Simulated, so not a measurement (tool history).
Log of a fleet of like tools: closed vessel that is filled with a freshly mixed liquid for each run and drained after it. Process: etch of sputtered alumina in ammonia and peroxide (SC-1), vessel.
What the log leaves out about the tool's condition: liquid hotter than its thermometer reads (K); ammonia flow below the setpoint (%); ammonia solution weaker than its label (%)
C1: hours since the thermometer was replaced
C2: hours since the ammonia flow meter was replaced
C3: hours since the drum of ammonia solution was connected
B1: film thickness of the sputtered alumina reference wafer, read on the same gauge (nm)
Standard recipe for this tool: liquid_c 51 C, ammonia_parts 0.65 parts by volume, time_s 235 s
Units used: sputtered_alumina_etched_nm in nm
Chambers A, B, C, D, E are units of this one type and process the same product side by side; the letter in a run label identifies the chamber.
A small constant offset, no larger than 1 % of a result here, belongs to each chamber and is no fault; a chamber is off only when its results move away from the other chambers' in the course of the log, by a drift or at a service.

Run 1B, hour 14.4: usual settings; C1 663.4; C2 118.3; C3 145.1; B1 29.999. Result: sputtered_alumina_etched_nm 9.5049 nm.
Run 2C, hour 20.7: usual settings; C1 822.4; C2 209.7; C3 284.6; B1 29.958. Result: sputtered_alumina_etched_nm 9.6381 nm.
Run 3D, hour 33.9: usual settings; C1 1044.3; C2 392; C3 236.3; B1 29.965. Result: sputtered_alumina_etched_nm 9.6581 nm.
Run 4A, hour 44.4: usual settings; C1 1370.3; C2 418.5; C3 147; B1 29.985. Result: sputtered_alumina_etched_nm 9.888 nm.
Run 5E, hour 51.6: usual settings; C1 905.7; C2 632.9; C3 500.6; B1 30.059. Result: sputtered_alumina_etched_nm 9.677 nm.
Run 6E, hour 61.7: usual settings; C1 915.8; C2 643; C3 510.7; B1 29.978. Result: sputtered_alumina_etched_nm 9.5813 nm.
Run 7B, hour 69: usual settings but liquid_c 58 C, time_s 290 s; C1 718; C2 172.9; C3 199.7; B1 30.06. Result: sputtered_alumina_etched_nm 17.233 nm.
Run 8A, hour 83.3: usual settings but liquid_c 58 C, time_s 290 s; C1 1409.2; C2 457.4; C3 185.9; B1 30.024. Result: sputtered_alumina_etched_nm 17.616 nm.
Run 9C, hour 91.9: usual settings but liquid_c 58 C, time_s 290 s; C1 893.6; C2 280.9; C3 355.8; B1 29.986. Result: sputtered_alumina_etched_nm 17.398 nm.
Run 10D, hour 102.8: usual settings but liquid_c 58 C, time_s 290 s; C1 1113.2; C2 460.9; C3 305.2; B1 29.98. Result: sputtered_alumina_etched_nm 17.151 nm.
Run 11E, hour 111.5: usual settings but liquid_c 58 C, time_s 290 s; C1 965.6; C2 692.8; C3 560.5; B1 30.038. Result: sputtered_alumina_etched_nm 17.316 nm.
Run 12C, hour 121.6: usual settings; C1 923.3; C2 310.6; C3 385.5; B1 30.002. Result: sputtered_alumina_etched_nm 9.705 nm.
At hour 124.3: chamber A: new drum of ammonia solution connected.
At hour 125: chamber A: thermometer replaced.
Run 13D, hour 134.2: usual settings; C1 1144.6; C2 492.3; C3 336.6; B1 29.971. Result: sputtered_alumina_etched_nm 9.6591 nm.
Run 14B, hour 141.1: usual settings; C1 790.1; C2 245; C3 271.8; B1 29.975. Result: sputtered_alumina_etched_nm 9.5825 nm.
Run 15A, hour 154.3: usual settings; C1 29.3; C2 528.4; C3 30.1; B1 30.027. Result: sputtered_alumina_etched_nm 9.7292 nm.
At hour 157.9: chamber D: ammonia flow meter replaced.
Run 16A, hour 167.6: usual settings; C1 42.6; C2 541.7; C3 43.4; B1 29.988. Result: sputtered_alumina_etched_nm 9.7502 nm.
Run 17C, hour 180.3: usual settings but liquid_c 57.5 C; C1 982; C2 369.3; C3 444.2; B1 29.967. Result: sputtered_alumina_etched_nm 13.813 nm.
Run 18B, hour 189.1: usual settings but liquid_c 57.5 C; C1 838.1; C2 293; C3 319.8; B1 29.996. Result: sputtered_alumina_etched_nm 13.516 nm.
Run 19E, hour 201.1: usual settings but liquid_c 57.5 C; C1 1055.2; C2 782.4; C3 650.1; B1 30.036. Result: sputtered_alumina_etched_nm 14.111 nm.
Run 20D, hour 212.6: usual settings but liquid_c 57.5 C; C1 1223; C2 54.8; C3 415; B1 30.017. Result: sputtered_alumina_etched_nm 13.629 nm.
Run 21A, hour 225.6: usual settings but liquid_c 57.5 C; C1 100.6; C2 599.7; C3 101.4; B1 30.012. Result: sputtered_alumina_etched_nm 13.734 nm.
Run 22C, hour 232.6: usual settings; C1 1034.3; C2 421.6; C3 496.5; B1 29.988. Result: sputtered_alumina_etched_nm 9.7078 nm.
Run 23E, hour 247.1: usual settings; C1 1101.2; C2 828.4; C3 696.1; B1 29.991. Result: sputtered_alumina_etched_nm 10.131 nm.
Run 24B, hour 256.9: usual settings; C1 905.9; C2 360.8; C3 387.6; B1 30.007. Result: sputtered_alumina_etched_nm 9.652 nm.
Run 25D, hour 264.5: usual settings; C1 1274.9; C2 106.7; C3 466.9; B1 29.993. Result: sputtered_alumina_etched_nm 9.7405 nm.
Run 26E, hour 277.6: usual settings; C1 1131.7; C2 858.9; C3 726.6; B1 30.03. Result: sputtered_alumina_etched_nm 10.117 nm.
Run 27A, hour 285.2: usual settings; C1 160.2; C2 659.3; C3 161; B1 29.981. Result: sputtered_alumina_etched_nm 9.7618 nm.
Run 28B, hour 298.6: usual settings; C1 947.6; C2 402.5; C3 429.3; B1 29.966. Result: sputtered_alumina_etched_nm 9.5839 nm.
At hour 302: chamber B: ammonia flow meter replaced.
Run 29C, hour 308.2: usual settings; C1 1109.9; C2 497.2; C3 572.1; B1 30.019. Result: sputtered_alumina_etched_nm 9.6264 nm.
Run 30D, hour 314.4: usual settings; C1 1324.8; C2 156.6; C3 516.8; B1 30.002. Result: sputtered_alumina_etched_nm 9.5833 nm.
Run 31B, hour 322.5: usual settings; C1 971.5; C2 20.6; C3 453.2; B1 29.983. Result: sputtered_alumina_etched_nm 9.6021 nm.
Run 32E, hour 331.8: usual settings but ammonia_parts 0.9 parts by volume; C1 1185.9; C2 913.1; C3 780.8; B1 30.024. Result: sputtered_alumina_etched_nm 10.68 nm.
Run 33D, hour 340.6: usual settings but ammonia_parts 0.9 parts by volume; C1 1351; C2 182.8; C3 543; B1 30.013. Result: sputtered_alumina_etched_nm 10.081 nm.
Run 34C, hour 349.7: usual settings but ammonia_parts 0.9 parts by volume; C1 1151.4; C2 538.7; C3 613.6; B1 29.971. Result: sputtered_alumina_etched_nm 9.8305 nm.
Run 35A, hour 356.3: usual settings but ammonia_parts 0.9 parts by volume; C1 231.3; C2 730.4; C3 232.1; B1 30.038. Result: sputtered_alumina_etched_nm 10.026 nm.
Run 36C, hour 364.3: usual settings but ammonia_parts 0.9 parts by volume; C1 1166; C2 553.3; C3 628.2; B1 29.988. Result: sputtered_alumina_etched_nm 9.9812 nm.
Run 37B, hour 378.3: usual settings; C1 1027.3; C2 76.4; C3 509; B1 29.946. Result: sputtered_alumina_etched_nm 9.6637 nm.
At hour 382.1: chamber A: new drum of ammonia solution connected.
Run 38E, hour 390: usual settings; C1 1244.1; C2 971.3; C3 839; B1 30.044. Result: sputtered_alumina_etched_nm 10.499 nm.
Run 39A, hour 396.9: usual settings; C1 271.9; C2 771; C3 14.9; B1 30.005. Result: sputtered_alumina_etched_nm 9.7458 nm.
Run 40D, hour 404.1: usual settings; C1 1414.5; C2 246.3; C3 606.5; B1 29.947. Result: sputtered_alumina_etched_nm 9.6898 nm.
Run 41B, hour 411.9: usual settings; C1 1060.9; C2 110; C3 542.6; B1 30.003. Result: sputtered_alumina_etched_nm 9.5465 nm.
Run 42D, hour 418.3: usual settings but liquid_c 58 C; C1 1428.7; C2 260.5; C3 620.7; B1 30.022. Result: sputtered_alumina_etched_nm 13.845 nm.
Run 43E, hour 431.8: usual settings but liquid_c 58 C; C1 1285.9; C2 1013.1; C3 880.8; B1 29.99. Result: sputtered_alumina_etched_nm 15.173 nm.

The same settings go to every chamber for the next run, one line per chamber below. Forecast the results for each:
Run 44A, hour 442.2: usual settings. Result: sputtered_alumina_etched_nm ?.
Run 44B, hour 442.2: usual settings. Result: sputtered_alumina_etched_nm ?.
Run 44C, hour 442.2: usual settings. Result: sputtered_alumina_etched_nm ?.
Run 44D, hour 442.2: usual settings. Result: sputtered_alumina_etched_nm ?.
Run 44E, hour 442.2: usual settings. Result: sputtered_alumina_etched_nm ?.

run  sputtered_alumina_etched_nm
44A                       9.7721
44B                       9.6355
44C                       9.6227
44D                       9.6091
44E                       10.791
